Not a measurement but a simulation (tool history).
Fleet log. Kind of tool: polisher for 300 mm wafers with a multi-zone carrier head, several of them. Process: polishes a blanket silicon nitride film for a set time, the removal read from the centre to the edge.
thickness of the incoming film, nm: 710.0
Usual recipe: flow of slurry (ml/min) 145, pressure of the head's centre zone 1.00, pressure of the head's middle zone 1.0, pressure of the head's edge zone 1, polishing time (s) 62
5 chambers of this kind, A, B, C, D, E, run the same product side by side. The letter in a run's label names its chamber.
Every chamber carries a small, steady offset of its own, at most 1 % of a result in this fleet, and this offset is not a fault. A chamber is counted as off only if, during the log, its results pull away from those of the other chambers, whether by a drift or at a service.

run,day,flow of slurry (ml/min),pressure of the head's centre zone,pressure of the head's middle zone,pressure of the head's edge zone,polishing time (s),film removed at the wafer's centre (Å),film removed at mid-radius (Å),film removed at the wafer's edge (Å)
# day 0.108: chamber E: slurry nozzle cleaned
# day 0.321: chamber D: worn pad replaced by a new one
1B,0.354,145,1.00,1.0,1,62,795.69,797.31,804.30
# day 0.433: chamber E: worn pad replaced by a new one
2E,0.617,145,1.00,1.0,1,62,790.04,796.21,796.02
3D,0.846,145,1.00,1.0,1,62,792.27,795.94,813.09
4A,1.138,145,1.00,1.0,1,62,794.99,794.03,808.25
5C,1.471,145,1.00,1.0,1,62,797.26,795.05,812.04
6E,1.683,145,1.00,1.0,1,62,790.90,813.92,831.08
# day 2.029: chamber E: centre zone pressure recalibrated
7D,2.029,145,1.00,1.0,1,62,809.70,802.93,793.57
8B,2.212,145,1.00,1.0,1,62,795.88,805.67,801.48
9A,2.492,145,1.00,1.0,1,62,790.10,795.96,807.58
10C,2.796,145,1.00,1.0,1,62,795.26,797.91,813.24
# day 2.846: chamber C: worn pad replaced by a new one
11D,3.154,115,1.06,1.0,1,62,812.40,767.96,766.63
12A,3.417,115,1.06,1.0,1,62,786.16,759.04,764.20
13E,3.662,115,1.06,1.0,1,62,805.60,759.21,776.53
14C,3.967,115,1.06,1.0,1,62,811.03,764.94,775.09
15B,4.296,115,1.06,1.0,1,62,802.92,750.51,777.60
16E,4.538,145,1.00,1.0,1,62,804.89,793.07,775.39
17B,4.812,145,1.00,1.0,1,62,782.29,783.63,785.02
# day 4.988: chamber B: worn pad replaced by a new one
18C,5.108,145,1.00,1.0,1,62,782.33,803.81,834.05
19A,5.321,145,1.00,0.9,1,62,793.02,703.36,820.10
20D,5.583,145,1.00,0.9,1,62,771.48,725.74,826.08
21A,5.817,145,1.00,0.9,1,62,800.11,721.73,814.61
22D,5.983,145,1.00,0.9,1,62,761.07,734.09,810.48
23E,6.342,145,1.00,0.9,1,62,797.78,728.33,822.84
# day 6.408: chamber A: worn pad replaced by a new one
24B,6.667,145,1.00,1.0,1,62,793.32,797.11,805.85
# day 6.796: chamber D: slurry nozzle cleaned
25C,6.904,145,1.00,1.0,1,62,791.82,795.25,800.05
26C,7.217,145,1.00,1.0,1,62,797.11,790.41,805.59
27A,7.375,145,1.00,1.0,1,62,788.32,793.54,803.57
# day 7.412: chamber E: worn pad replaced by a new one
28E,7.538,145,1.00,1.0,1,62,805.17,790.45,819.25
# day 7.558: chamber D: edge zone pressure recalibrated
# day 7.629: chamber B: edge zone pressure recalibrated
# day 7.733: chamber C: centre zone pressure recalibrated
# day 7.758: chamber D: worn pad replaced by a new one
29D,7.800,145,1.00,1.0,1,62,747.93,802.81,811.72
30B,8.150,145,1.00,1.0,1,62,771.34,811.64,802.93
# day 8.433: chamber C: worn pad replaced by a new one
31B,8.492,145,1.00,1.0,1,62,791.12,800.00,787.54
32D,8.696,145,1.00,1.0,1,62,744.98,785.15,818.58
33C,8.871,145,1.00,1.0,1,62,818.98,805.69,792.81
# day 9.062: chamber A: centre zone pressure recalibrated
34E,9.133,145,1.00,1.0,1,62,816.58,798.93,790.51
35A,9.442,145,0.90,1.0,1,62,712.02,793.42,799.20
36C,9.675,145,0.90,1.0,1,62,710.88,818.45,814.08
37D,9.979,145,0.90,1.0,1,62,650.02,799.35,811.16

What goes on in this fleet: one chamber off, a drifting gauge, or nothing beyond the chambers' own small offsets? Name the chamber and the cause, if any.

Little by little, chamber D moves away from the other chambers.
Likeliest cause: centre zone's pressure below its setpoint, % = 8.68.

Chamber D could run next with any of the 4 candidate recipes listed below; each alters the usual settings, and their results appear as question marks. Which one brings its results back in line with what the other chambers deliver on the usual settings?
In line means no further than this from the other chambers' mean on the usual settings: film removed at the wafer's centre (Å) 29.00; film removed at mid-radius (Å) 37.00; film removed at the wafer's edge (Å) 41.00
38D-1,10.233,140,0.93,1.02,1.02,62,?,?,?
38D-2,10.233,145,1.02,0.99,0.99,62,?,?,?
38D-3,10.233,150,1.07,0.98,0.98,62,?,?,?
38D-4,10.233,145,0.98,1.01,1.01,62,?,?,?

Usual-settings mean across the other chambers: film removed at the wafer's centre (Å) 796.92; film removed at mid-radius (Å) 797.96; film removed at the wafer's edge (Å) 800.91
run,film removed at the wafer's centre (Å),film removed at mid-radius (Å),film removed at the wafer's edge (Å)
38D-1,669.42,814.36,803.45
38D-2,747.35,797.43,795.42
38D-3,793.61,795.05,795.16
38D-4,715.17,812.52,803.52
38D-3 brings the chamber back in line.

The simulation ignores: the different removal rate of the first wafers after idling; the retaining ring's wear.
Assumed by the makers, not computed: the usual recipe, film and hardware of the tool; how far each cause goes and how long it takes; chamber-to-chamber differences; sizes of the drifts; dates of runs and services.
